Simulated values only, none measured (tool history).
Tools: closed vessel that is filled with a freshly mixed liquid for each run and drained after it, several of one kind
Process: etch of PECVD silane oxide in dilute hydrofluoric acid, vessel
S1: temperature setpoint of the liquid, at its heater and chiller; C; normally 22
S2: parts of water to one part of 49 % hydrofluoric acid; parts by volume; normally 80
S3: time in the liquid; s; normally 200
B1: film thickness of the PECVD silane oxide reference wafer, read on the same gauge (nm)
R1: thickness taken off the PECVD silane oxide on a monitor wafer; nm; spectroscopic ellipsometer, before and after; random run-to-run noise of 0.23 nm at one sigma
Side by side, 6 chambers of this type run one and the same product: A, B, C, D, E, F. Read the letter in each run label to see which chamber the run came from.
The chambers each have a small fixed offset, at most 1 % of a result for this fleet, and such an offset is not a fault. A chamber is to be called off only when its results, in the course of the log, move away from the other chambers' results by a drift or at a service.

run	hour	S1	S2	S3	B1	R1
1A	2.5	22	80	200	60.004	38.35
2E	5.2	22	80	200	60.014	39.65
3F	7.2	22	80	200	59.992	39.1
4C	10.2	22	80	200	59.992	39.938
5D	14.7	22	80	200	60.007	39.258
6B	18.8	22	80	200	59.997	39.019
7A	23.3	22	80	135	60.003	26.601
8E	26.8	22	80	135	59.998	26.903
9F	29.8	22	80	135	59.979	26.631
10D	32.3	22	80	135	59.978	26.521
11C	36.8	22	80	135	59.991	27.193
12B	41.5	22	80	135	59.997	26.336
13F	43.5	22	80	200	59.996	39.434
14E	46.1	22	80	200	60.004	39.822
15A	49.7	22	80	200	60.031	39.003
16C	53.2	17.5	80	200	60.009	32.746
17B	55.7	17.5	80	200	60.005	31.934
18D	58.4	17.5	80	200	59.995	32.851
19A	61.3	17.5	80	200	60.007	32.285
20D	64.8	17.5	80	200	59.994	32.895
21B	67.2	17.5	80	200	60.007	32.132
22F	71.3	22	115	135	60.004	17.72
23C	76	22	115	135	60.008	18.06
24E	80	22	115	135	59.98	17.927
25E	84.6	22	115	135	60.012	17.776
26B	86.7	22	115	135	59.978	17.512
27D	90.8	22	115	135	60.037	18.268
28A	95.3	22	80	200	59.985	38.88
29C	99.1	22	80	100	59.983	19.809
30F	103.4	22	80	100	59.988	19.521
31A	106	22	80	100	60.009	19.325
# hour 107.2: chamber B: hydrofluoric acid flow meter replaced
32B	108.1	22	80	100	60.005	19.511
33F	110.8	22	80	100	60.001	19.71
34D	114.9	22	80	100	59.994	20.761
35C	119.1	22	80	200	60.012	39.297
36E	123.6	22	80	200	60.011	39.63
37C	126	22	80	200	60.021	39.849
38E	130.5	22	80	200	59.998	39.561
39F	132.6	22	80	200	59.987	39.256
40B	137.1	22	80	200	60.006	39.04
41D	141.3	22	80	200	60.005	41.527

What goes on in this fleet: one chamber off, a drifting gauge, or nothing beyond the chambers' own small offsets? Name the chamber and the cause, if any.

One chamber, D, drifts off from the rest bit by bit.
What lies behind it: liquid hotter than its thermometer reads (K) = 1.92.
It could be hard to tell apart here from: hydrofluoric acid flow above the setpoint (%).

Here are 4 candidates for chamber D's next run, each the usual settings with a change, their results left as question marks. Which one brings its results back in line with what the others give on the usual settings?
In-line tolerance around the mean of the other chambers on the usual settings: R1 0.79 nm
42D-1	144.6	22	80	195		?
42D-2	144.6	22	80	185		?
42D-3	144.6	22	80	205		?
42D-4	144.6	22	75	200		?

On the usual settings, the other chambers give on average: R1 39.252 nm
run	R1
42D-1	41.318
42D-2	39.199
42D-3	43.437
42D-4	45.451
The right change is 42D-2: it brings the chamber back within the allowed miss of the others.

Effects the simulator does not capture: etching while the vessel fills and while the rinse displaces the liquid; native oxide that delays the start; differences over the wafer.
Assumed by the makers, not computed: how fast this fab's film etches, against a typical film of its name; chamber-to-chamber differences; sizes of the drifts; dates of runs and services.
